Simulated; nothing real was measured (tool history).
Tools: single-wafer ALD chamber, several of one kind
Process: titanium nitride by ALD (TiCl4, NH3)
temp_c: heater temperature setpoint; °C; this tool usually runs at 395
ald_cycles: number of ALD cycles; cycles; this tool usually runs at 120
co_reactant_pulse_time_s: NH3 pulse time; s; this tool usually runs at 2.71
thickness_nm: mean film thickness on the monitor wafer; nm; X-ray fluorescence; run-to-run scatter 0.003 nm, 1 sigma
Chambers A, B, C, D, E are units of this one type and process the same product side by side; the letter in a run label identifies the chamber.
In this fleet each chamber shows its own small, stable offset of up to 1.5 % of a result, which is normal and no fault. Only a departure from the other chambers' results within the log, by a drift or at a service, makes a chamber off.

run,hour,temp_c,ald_cycles,co_reactant_pulse_time_s,"read-back reference wafer on the same gauge, thickness_nm",thickness_nm
1E,10.8,395,120,2.71,2.1494,2.6595
2D,23.2,395,120,2.71,2.1496,2.6611
3C,31.9,395,120,2.71,2.1491,2.6735
4B,38.6,395,120,2.71,2.1488,2.7
5A,52.5,395,120,2.71,2.1489,2.6639
# hour 58.1: chamber E: thermocouple changed; heater temperature recalibrated
6D,61,395,120,2.71,2.1486,2.6609
7A,74.8,395,120,2.71,2.148,2.6692
8E,85.5,395,120,2.71,2.1482,2.6576
9B,99.2,395,120,2.71,2.1475,2.6986
10C,112.3,395,120,2.71,2.1471,2.6704
11E,121.4,395,120,2.71,2.1467,2.6596
12C,128.7,400,120,2.71,2.1473,2.6776
13A,139.9,400,120,2.71,2.1464,2.6733
14B,147,400,120,2.71,2.146,2.6988
15D,157.9,400,120,2.71,2.1464,2.6752
16E,167,400,120,2.71,2.1461,2.6585
17B,177.3,395,128,3.47,2.1457,2.8933
18C,191.3,395,128,3.47,2.1454,2.8718
19D,203.1,395,128,3.47,2.1454,2.8594
20A,209.5,395,128,3.47,2.1447,2.8654
21D,216.2,395,128,3.47,2.1457,2.8538
22E,223.4,383,137,2.71,2.1449,3.004
23B,230.5,383,137,2.71,2.1446,3.0405
24C,242.5,383,137,2.71,2.1437,3.0202
25A,253.1,383,137,2.71,2.1445,3.0159
26A,262.5,383,137,2.71,2.1438,3.0111
27D,270.1,395,97,2,2.144,2.1216
28C,280.7,395,97,2,2.143,2.1302
29B,295,395,97,2,2.1433,2.1501
30E,305.7,395,97,2,2.1429,2.1136
31B,318.8,395,97,2,2.1421,2.1481
32D,330.4,395,120,2.71,2.1424,2.6517
33E,343.7,395,120,2.71,2.1423,2.6508
34A,357,395,120,2.71,2.1411,2.66
35C,367.2,395,100,2.71,2.1411,2.2163
36A,381.3,395,100,2.71,2.1415,2.2179
37C,394.9,395,100,2.71,2.1408,2.2142
38B,402.7,395,100,2.71,2.14,2.2363

One chamber off, gauge drift, or nothing amiss beyond the chambers' own small offsets? If it is a chamber, which one, and what is the likeliest cause?

No chamber is off; the gauge reading every chamber's wafers drifts, which makes the whole fleet appear to move together.
What lies behind it: gauge reads low (%) = 0.455.
